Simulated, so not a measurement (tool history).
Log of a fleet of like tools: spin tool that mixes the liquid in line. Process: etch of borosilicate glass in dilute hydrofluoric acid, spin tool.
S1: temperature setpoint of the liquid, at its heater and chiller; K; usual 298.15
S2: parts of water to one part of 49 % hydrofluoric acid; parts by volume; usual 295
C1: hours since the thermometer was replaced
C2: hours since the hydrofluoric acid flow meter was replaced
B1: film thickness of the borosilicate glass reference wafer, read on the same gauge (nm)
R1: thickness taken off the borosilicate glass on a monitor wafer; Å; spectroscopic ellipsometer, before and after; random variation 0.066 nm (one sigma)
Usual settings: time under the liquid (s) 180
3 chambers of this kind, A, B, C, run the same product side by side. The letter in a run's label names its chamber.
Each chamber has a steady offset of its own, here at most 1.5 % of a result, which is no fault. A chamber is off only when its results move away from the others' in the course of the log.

{"run": "1A", "hour": 10.1, "S1": 298.15, "S2": 295, "time under the liquid (s)": 180, "C1": 2332.1, "C2": 751.3, "B1": 70.016, "R1": 146.5}
{"run": "2C", "hour": 16.5, "S1": 298.15, "S2": 295, "time under the liquid (s)": 180, "C1": 25.5, "C2": 234.8, "B1": 70.025, "R1": 146.51}
{"run": "3B", "hour": 23.9, "S1": 298.15, "S2": 295, "time under the liquid (s)": 180, "C1": 130.1, "C2": 372.6, "B1": 70.026, "R1": 145.64}
{"run": "4B", "hour": 32.7, "S1": 298.15, "S2": 295, "time under the liquid (s)": 180, "C1": 138.9, "C2": 381.4, "B1": 69.97, "R1": 145.61}
{"run": "5A", "hour": 43.5, "S1": 298.15, "S2": 295, "time under the liquid (s)": 180, "C1": 2365.5, "C2": 784.7, "B1": 70.019, "R1": 147.1}
{"run": "6C", "hour": 55.5, "S1": 298.15, "S2": 295, "time under the liquid (s)": 180, "C1": 64.5, "C2": 273.8, "B1": 70.013, "R1": 147.07}
{"run": "7C", "hour": 70.0, "S1": 298.15, "S2": 295, "time under the liquid (s)": 180, "C1": 79, "C2": 288.3, "B1": 70.042, "R1": 146.88}
{"run": "8B", "hour": 80.5, "S1": 298.15, "S2": 295, "time under the liquid (s)": 180, "C1": 186.7, "C2": 429.2, "B1": 69.975, "R1": 144.09}
{"run": "9A", "hour": 94.0, "S1": 298.15, "S2": 295, "time under the liquid (s)": 180, "C1": 2416, "C2": 835.2, "B1": 69.995, "R1": 145.97}
{"run": "10B", "hour": 106.2, "S1": 298.15, "S2": 295, "time under the liquid (s)": 180, "C1": 212.4, "C2": 454.9, "B1": 69.982, "R1": 143.68}
{"run": "11A", "hour": 113.0, "S1": 298.15, "S2": 295, "time under the liquid (s)": 180, "C1": 2435, "C2": 854.2, "B1": 69.981, "R1": 147.05}
{"run": "12C", "hour": 122.8, "S1": 298.15, "S2": 295, "time under the liquid (s)": 180, "C1": 131.8, "C2": 341.1, "B1": 70.003, "R1": 146.75}
{"run": "13B", "hour": 130.6, "S1": 298.15, "S2": 295, "time under the liquid (s)": 180, "C1": 236.8, "C2": 479.3, "B1": 70.018, "R1": 141.12}
{"run": "14C", "hour": 141.6, "S1": 298.15, "S2": 295, "time under the liquid (s)": 180, "C1": 150.6, "C2": 359.9, "B1": 70.003, "R1": 145.93}
{"run": "15A", "hour": 154.0, "S1": 298.15, "S2": 295, "time under the liquid (s)": 180, "C1": 2476, "C2": 895.2, "B1": 70.024, "R1": 146.77}
{"run": "16B", "hour": 166.0, "S1": 298.15, "S2": 295, "time under the liquid (s)": 180, "C1": 272.2, "C2": 514.7, "B1": 70.035, "R1": 138.55}
{"run": "17C", "hour": 175.6, "S1": 298.15, "S2": 295, "time under the liquid (s)": 180, "C1": 184.6, "C2": 393.9, "B1": 70.007, "R1": 146.71}
{"run": "18A", "hour": 188.7, "S1": 298.15, "S2": 295, "time under the liquid (s)": 180, "C1": 2510.7, "C2": 929.9, "B1": 70.01, "R1": 147.06}
{"run": "19B", "hour": 195.9, "S1": 298.15, "S2": 295, "time under the liquid (s)": 180, "C1": 302.1, "C2": 544.6, "B1": 69.997, "R1": 137.99}
{"run": "20A", "hour": 203.6, "S1": 298.15, "S2": 295, "time under the liquid (s)": 180, "C1": 2525.6, "C2": 944.8, "B1": 70.014, "R1": 147.87}

What goes on in this fleet: one chamber off, a drifting gauge, or nothing beyond the chambers' own small offsets? Name the chamber and the cause, if any.

Chamber B drifts away from the others.
Cause: hydrofluoric acid flow below the setpoint (%) = 4.66.
The log may not tell that from: liquid colder than its thermometer reads (K).

Here are 4 candidates for chamber B's next run, each the usual settings with a change, their results left as question marks. Which one brings its results back in line with what the others give on the usual settings?
In line means no further than this from the other chambers' mean on the usual settings: R1 2.3 Å
{"run": "21B-1", "hour": 214.0, "S1": 298.15, "S2": 265, "time under the liquid (s)": 180, "R1": "?"}
{"run": "21B-2", "hour": 214.0, "S1": 298.15, "S2": 305, "time under the liquid (s)": 175, "R1": "?"}
{"run": "21B-3", "hour": 214.0, "S1": 297.65, "S2": 295, "time under the liquid (s)": 160, "R1": "?"}
{"run": "21B-4", "hour": 214.0, "S1": 298.15, "S2": 285, "time under the liquid (s)": 185, "R1": "?"}

The other chambers' mean on the usual settings: R1 146.76 Å
run=21B-1 R1=156.66
run=21B-2 R1=127.09
run=21B-3 R1=119.28
run=21B-4 R1=146.69
21B-4 brings the chamber back in line.

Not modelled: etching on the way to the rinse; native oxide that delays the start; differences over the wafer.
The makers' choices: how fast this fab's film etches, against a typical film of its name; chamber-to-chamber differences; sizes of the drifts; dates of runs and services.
